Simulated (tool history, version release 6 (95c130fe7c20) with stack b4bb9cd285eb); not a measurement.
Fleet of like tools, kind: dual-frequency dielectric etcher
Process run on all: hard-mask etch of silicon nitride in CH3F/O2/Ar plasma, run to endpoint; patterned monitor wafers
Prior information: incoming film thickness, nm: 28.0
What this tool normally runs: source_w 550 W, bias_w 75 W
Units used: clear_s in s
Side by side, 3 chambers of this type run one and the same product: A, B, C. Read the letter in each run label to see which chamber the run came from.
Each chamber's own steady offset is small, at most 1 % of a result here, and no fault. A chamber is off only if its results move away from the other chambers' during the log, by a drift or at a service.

run   hour  source_w  bias_w  clear_s
 1C   10.7       550      75   35.551
 2B   18.3       550      75   35.491
 3A   26.7       550      75   35.287
 4A   36.1       550      75   35.438
 5B   44.3       550      75   35.766
 6C   51.6       550      69   36.607
 7A   59.8       550      69   36.554
      61.5  -- chamber A: wet clean of the chamber
 8C   69.4       550      69   36.604
 9B   74.9       550      75   35.400
10C   84.4       550      75   35.720
11A   91.0       550      75   35.698
12B   97.1       550      75   35.544
13B  105.7       550      75   35.862
14A  113.4       550      75   35.722
15C  121.3       550      75   35.651
16A  127.9       550      75   35.534
     136.7  -- chamber C: wet clean of the chamber
17C  137.9       550      75   35.961
18B  147.1       550      75   35.306
19A  155.0       550      75   35.311
20C  163.7       550      75   35.902
21B  172.0       550      75   35.218
22B  180.1       550      75   35.382
23A  189.3       550      75   35.377
24C  200.3       550      75   35.739
25B  207.5       550      89   33.432
26C  214.1       550      89   33.848
27A  221.0       550      89   33.354
28C  228.8       550      75   35.617
     231.5  -- chamber B: wet clean of the chamber
29B  239.2       550      75   35.937

All 3 chambers run these settings next. Forecast each chamber's results:
30A  247.3       550      75        ?
30B  247.3       550      75        ?
30C  247.3       550      75        ?

run  clear_s
30A   35.837
30B   35.167
30C   35.929
